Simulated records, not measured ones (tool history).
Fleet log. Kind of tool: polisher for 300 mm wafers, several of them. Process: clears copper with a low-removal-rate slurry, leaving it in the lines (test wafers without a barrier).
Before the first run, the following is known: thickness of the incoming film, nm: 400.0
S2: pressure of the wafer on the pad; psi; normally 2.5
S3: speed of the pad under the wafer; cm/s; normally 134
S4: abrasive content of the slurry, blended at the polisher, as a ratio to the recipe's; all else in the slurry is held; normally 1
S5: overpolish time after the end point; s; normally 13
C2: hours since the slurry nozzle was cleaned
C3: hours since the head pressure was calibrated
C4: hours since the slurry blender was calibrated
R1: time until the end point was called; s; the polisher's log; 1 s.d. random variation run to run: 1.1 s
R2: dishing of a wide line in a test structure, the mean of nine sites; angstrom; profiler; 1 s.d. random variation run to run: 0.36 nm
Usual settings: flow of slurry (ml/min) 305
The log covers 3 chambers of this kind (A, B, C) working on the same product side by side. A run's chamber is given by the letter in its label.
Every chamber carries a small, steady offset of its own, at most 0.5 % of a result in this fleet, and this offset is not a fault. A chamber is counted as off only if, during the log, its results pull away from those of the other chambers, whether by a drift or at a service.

{"run": "1C", "hour": 6.9, "flow of slurry (ml/min)": 305, "S2": 2.5, "S3": 134, "S4": 1, "S5": 13, "wafers polished on this pad": 454, "C2": 128.4, "C3": 625.2, "C4": 225.9, "R1": 99.778, "R2": 337.96}
{"run": "2A", "hour": 11.8, "flow of slurry (ml/min)": 305, "S2": 2.5, "S3": 134, "S4": 1, "S5": 13, "wafers polished on this pad": 347, "C2": 875.7, "C3": 516.8, "C4": 192.3, "R1": 100.38, "R2": 337.26}
{"run": "3B", "hour": 19.7, "flow of slurry (ml/min)": 305, "S2": 2.5, "S3": 134, "S4": 1, "S5": 13, "wafers polished on this pad": 855, "C2": 294.4, "C3": 1161.2, "C4": 284.3, "R1": 99.288, "R2": 334.0}
{"hour": 22.3, "done": "chamber B: slurry nozzle cleaned"}
{"run": "4C", "hour": 24.7, "flow of slurry (ml/min)": 305, "S2": 2.5, "S3": 134, "S4": 1, "S5": 13, "wafers polished on this pad": 557, "C2": 146.2, "C3": 643.0, "C4": 243.7, "R1": 101.58, "R2": 337.03}
{"run": "5A", "hour": 33.0, "flow of slurry (ml/min)": 305, "S2": 2.5, "S3": 134, "S4": 1, "S5": 13, "wafers polished on this pad": 469, "C2": 896.9, "C3": 538.0, "C4": 213.5, "R1": 103.45, "R2": 340.02}
{"run": "6B", "hour": 41.3, "flow of slurry (ml/min)": 305, "S2": 2.5, "S3": 134, "S4": 1, "S5": 13, "wafers polished on this pad": 979, "C2": 19.1, "C3": 1182.8, "C4": 305.9, "R1": 100.92, "R2": 333.78}
{"run": "7B", "hour": 46.5, "flow of slurry (ml/min)": 305, "S2": 2.5, "S3": 134, "S4": 1, "S5": 13, "wafers polished on this pad": 1009, "C2": 24.3, "C3": 1188.0, "C4": 311.1, "R1": 102.13, "R2": 336.8}
{"run": "8A", "hour": 52.4, "flow of slurry (ml/min)": 305, "S2": 2.5, "S3": 134, "S4": 1, "S5": 13, "wafers polished on this pad": 581, "C2": 916.3, "C3": 557.4, "C4": 232.9, "R1": 101.02, "R2": 339.66}
{"run": "9C", "hour": 57.5, "flow of slurry (ml/min)": 305, "S2": 2.5, "S3": 134, "S4": 1, "S5": 13, "wafers polished on this pad": 746, "C2": 179.0, "C3": 675.8, "C4": 276.5, "R1": 99.958, "R2": 330.78}
{"run": "10C", "hour": 63.7, "flow of slurry (ml/min)": 305, "S2": 2.5, "S3": 134, "S4": 1, "S5": 13, "wafers polished on this pad": 782, "C2": 185.2, "C3": 682.0, "C4": 282.7, "R1": 100.94, "R2": 336.06}
{"hour": 68.5, "done": "chamber B: worn pad replaced by a new one"}
{"run": "11A", "hour": 69.1, "flow of slurry (ml/min)": 305, "S2": 2.5, "S3": 134, "S4": 1, "S5": 10, "wafers polished on this pad": 678, "C2": 933.0, "C3": 574.1, "C4": 249.6, "R1": 101.41, "R2": 273.71}
{"hour": 71.3, "done": "chamber A: slurry nozzle cleaned"}
{"run": "12B", "hour": 74.4, "flow of slurry (ml/min)": 305, "S2": 2.5, "S3": 134, "S4": 1, "S5": 10, "wafers polished on this pad": 34, "C2": 52.2, "C3": 1215.9, "C4": 339.0, "R1": 102.63, "R2": 276.67}
{"run": "13B", "hour": 81.9, "flow of slurry (ml/min)": 305, "S2": 2.5, "S3": 134, "S4": 1, "S5": 10, "wafers polished on this pad": 77, "C2": 59.7, "C3": 1223.4, "C4": 346.5, "R1": 100.83, "R2": 275.32}
{"run": "14C", "hour": 87.2, "flow of slurry (ml/min)": 305, "S2": 2.5, "S3": 134, "S4": 1, "S5": 13, "wafers polished on this pad": 918, "C2": 208.7, "C3": 705.5, "C4": 306.2, "R1": 100.5, "R2": 336.68}
{"hour": 88.9, "done": "chamber A: slurry blender recalibrated"}
{"hour": 90.4, "done": "chamber B: slurry blender recalibrated"}
{"run": "15A", "hour": 93.2, "flow of slurry (ml/min)": 305, "S2": 2.5, "S3": 134, "S4": 1, "S5": 13, "wafers polished on this pad": 817, "C2": 22.0, "C3": 598.2, "C4": 4.4, "R1": 102.37, "R2": 342.34}
{"run": "16C", "hour": 99.0, "flow of slurry (ml/min)": 305, "S2": 2.5, "S3": 134, "S4": 1, "S5": 13, "wafers polished on this pad": 986, "C2": 220.5, "C3": 717.3, "C4": 318.0, "R1": 101.67, "R2": 334.0}
{"run": "17A", "hour": 106.0, "flow of slurry (ml/min)": 305, "S2": 2.5, "S3": 134, "S4": 1, "S5": 13, "wafers polished on this pad": 890, "C2": 34.8, "C3": 611.0, "C4": 17.2, "R1": 99.885, "R2": 340.33}
{"run": "18B", "hour": 110.5, "flow of slurry (ml/min)": 305, "S2": 2.5, "S3": 134, "S4": 1, "S5": 13, "wafers polished on this pad": 242, "C2": 88.3, "C3": 1252.0, "C4": 20.1, "R1": 98.302, "R2": 336.47}
{"hour": 113.8, "done": "chamber C: slurry nozzle cleaned"}
{"run": "19C", "hour": 117.4, "flow of slurry (ml/min)": 305, "S2": 2.5, "S3": 134, "S4": 1, "S5": 13, "wafers polished on this pad": 1092, "C2": 3.6, "C3": 735.7, "C4": 336.4, "R1": 100.79, "R2": 335.62}
{"run": "20A", "hour": 121.6, "flow of slurry (ml/min)": 305, "S2": 2.5, "S3": 134, "S4": 1, "S5": 13, "wafers polished on this pad": 980, "C2": 50.4, "C3": 626.6, "C4": 32.8, "R1": 102.38, "R2": 339.89}
{"hour": 125.0, "done": "chamber C: head pressure recalibrated"}
{"run": "21B", "hour": 129.2, "flow of slurry (ml/min)": 305, "S2": 2.5, "S3": 134, "S4": 1, "S5": 13, "wafers polished on this pad": 350, "C2": 107.0, "C3": 1270.7, "C4": 38.8, "R1": 101.32, "R2": 345.26}
{"run": "22C", "hour": 133.7, "flow of slurry (ml/min)": 240, "S2": 2.5, "S3": 178, "S4": 1, "S5": 13, "wafers polished on this pad": 1186, "C2": 19.9, "C3": 8.7, "C4": 352.7, "R1": 78.836, "R2": 402.56}
{"run": "23A", "hour": 140.4, "flow of slurry (ml/min)": 240, "S2": 2.5, "S3": 178, "S4": 1, "S5": 13, "wafers polished on this pad": 1089, "C2": 69.2, "C3": 645.4, "C4": 51.6, "R1": 76.501, "R2": 416.25}
{"run": "24B", "hour": 146.8, "flow of slurry (ml/min)": 240, "S2": 2.5, "S3": 178, "S4": 1, "S5": 13, "wafers polished on this pad": 452, "C2": 124.6, "C3": 1288.3, "C4": 56.4, "R1": 76.853, "R2": 410.54}
{"run": "25B", "hour": 154.3, "flow of slurry (ml/min)": 305, "S2": 2.5, "S3": 166, "S4": 1, "S5": 13, "wafers polished on this pad": 495, "C2": 132.1, "C3": 1295.8, "C4": 63.9, "R1": 80.878, "R2": 397.33}

Has any chamber moved away from the others, gradually or after a service, or does the common gauge drift, or do the chambers differ only by their own small steady offsets? State the chamber and the most likely cause if one applies.

The fleet is healthy, with each chamber sitting at its usual small offset and no drift in the gauge.
